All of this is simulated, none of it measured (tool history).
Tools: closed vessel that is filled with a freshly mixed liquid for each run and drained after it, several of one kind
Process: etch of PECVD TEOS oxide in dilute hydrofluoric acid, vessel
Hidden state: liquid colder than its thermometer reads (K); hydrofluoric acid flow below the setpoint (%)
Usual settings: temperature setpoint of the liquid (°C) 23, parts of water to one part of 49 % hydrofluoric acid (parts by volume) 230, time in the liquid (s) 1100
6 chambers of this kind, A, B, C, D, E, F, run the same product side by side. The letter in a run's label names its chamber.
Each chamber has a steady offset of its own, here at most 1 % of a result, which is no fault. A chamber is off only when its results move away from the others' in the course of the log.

run	hour	temperature setpoint of the liquid (°C)	parts of water to one part of 49 % hydrofluoric acid (parts by volume)	time in the liquid (s)	hours since the thermometer was replaced	hours since the hydrofluoric acid flow meter was replaced	read-back film thickness of the PECVD TEOS oxide reference wafer, read on the same gauge (nm)	thickness taken off the PECVD TEOS oxide on a monitor wafer (Å)
1B	4.9	23	230	1100	946.3	418.9	80.02	335.57
2C	10	23	230	1100	730.3	1115.8	79.985	339.93
3D	14.3	23	230	1100	227.4	1265.8	80.075	342.92
4A	18.4	23	230	1100	192	439.4	80.02	338.9
5E	25	23	190	855	1160.7	207.4	79.979	328.96
6F	32.4	23	190	855	249.9	61	80.025	332.05
7D	37.4	23	190	855	250.5	1288.9	79.988	337.95
8A	42.1	23	190	855	215.7	463.1	79.991	333.6
9E	46.6	23	190	855	1182.3	229	80.032	335.65
10B	51.4	23	190	855	992.8	465.4	79.92	330.53
11C	58.8	23	230	1100	779.1	1164.6	79.966	343.79
12F	64	23	230	1100	281.5	92.6	80.034	339.73
13D	71.3	23	230	1100	284.4	1322.8	80.014	341.79
14C	76.8	23	230	1100	797.1	1182.6	80.024	343
15F	83.7	23	230	1100	301.2	112.3	80.003	341.64
16A	87.2	23	230	1100	260.8	508.2	79.965	338.34
17B	92.8	23	230	1100	1034.2	506.8	80.005	337.33
# hour 93.5: chamber B: thermometer replaced
18E	99.4	23	230	1100	1235.1	281.8	79.99	338.24
19F	104	23	230	1100	321.5	132.6	80.065	339.24
20A	108.8	23	230	1100	282.4	529.8	80.002	345.02
21C	112.2	23	230	1100	832.5	1218	79.994	339.81
22E	119.1	23	230	1100	1254.8	301.5	80.019	335.34
23B	123.3	23	230	1100	29.9	537.3	80.012	329.84
24D	130.1	23	230	1100	343.2	1381.6	80.008	343.69
25B	133.9	23	230	1100	40.5	547.9	79.989	336
26D	141.3	23	230	1100	354.4	1392.8	80.046	343.2
27C	147.4	23	230	1100	867.7	1253.2	79.979	339.65
28F	153.9	23	230	1100	371.4	182.5	79.978	343.93
29E	159.5	23	230	1100	1295.2	341.9	79.978	323.42
30A	166.4	23	230	1100	340	587.4	80.009	340.98
31D	173.5	23	125	515	386.6	1425	80	331.12
32B	181	23	125	515	87.6	595	80.007	327.14
33C	187.4	23	125	515	907.7	1293.2	79.953	325.89
34E	194	23	125	515	1329.7	376.4	80.007	317.55
35F	201.1	23	125	515	418.6	229.7	80.004	331.47
36A	205.8	23	125	515	379.4	626.8	79.953	325.1
37D	210.8	23	230	1100	423.9	1462.3	79.988	342.76
38F	218.3	23	230	1100	435.8	246.9	80.054	340.22
39A	223.2	23	230	1100	396.8	644.2	80.002	343.33

All 6 chambers run these settings next. Forecast each chamber's results:
40A	228.8	27	230	1100				?
40B	228.8	27	230	1100				?
40C	228.8	27	230	1100				?
40D	228.8	27	230	1100				?
40E	228.8	27	230	1100				?
40F	228.8	27	230	1100				?

run	thickness taken off the PECVD TEOS oxide on a monitor wafer (Å)
40A	388.87
40B	387.44
40C	392.66
40D	388.41
40E	369.99
40F	393.07
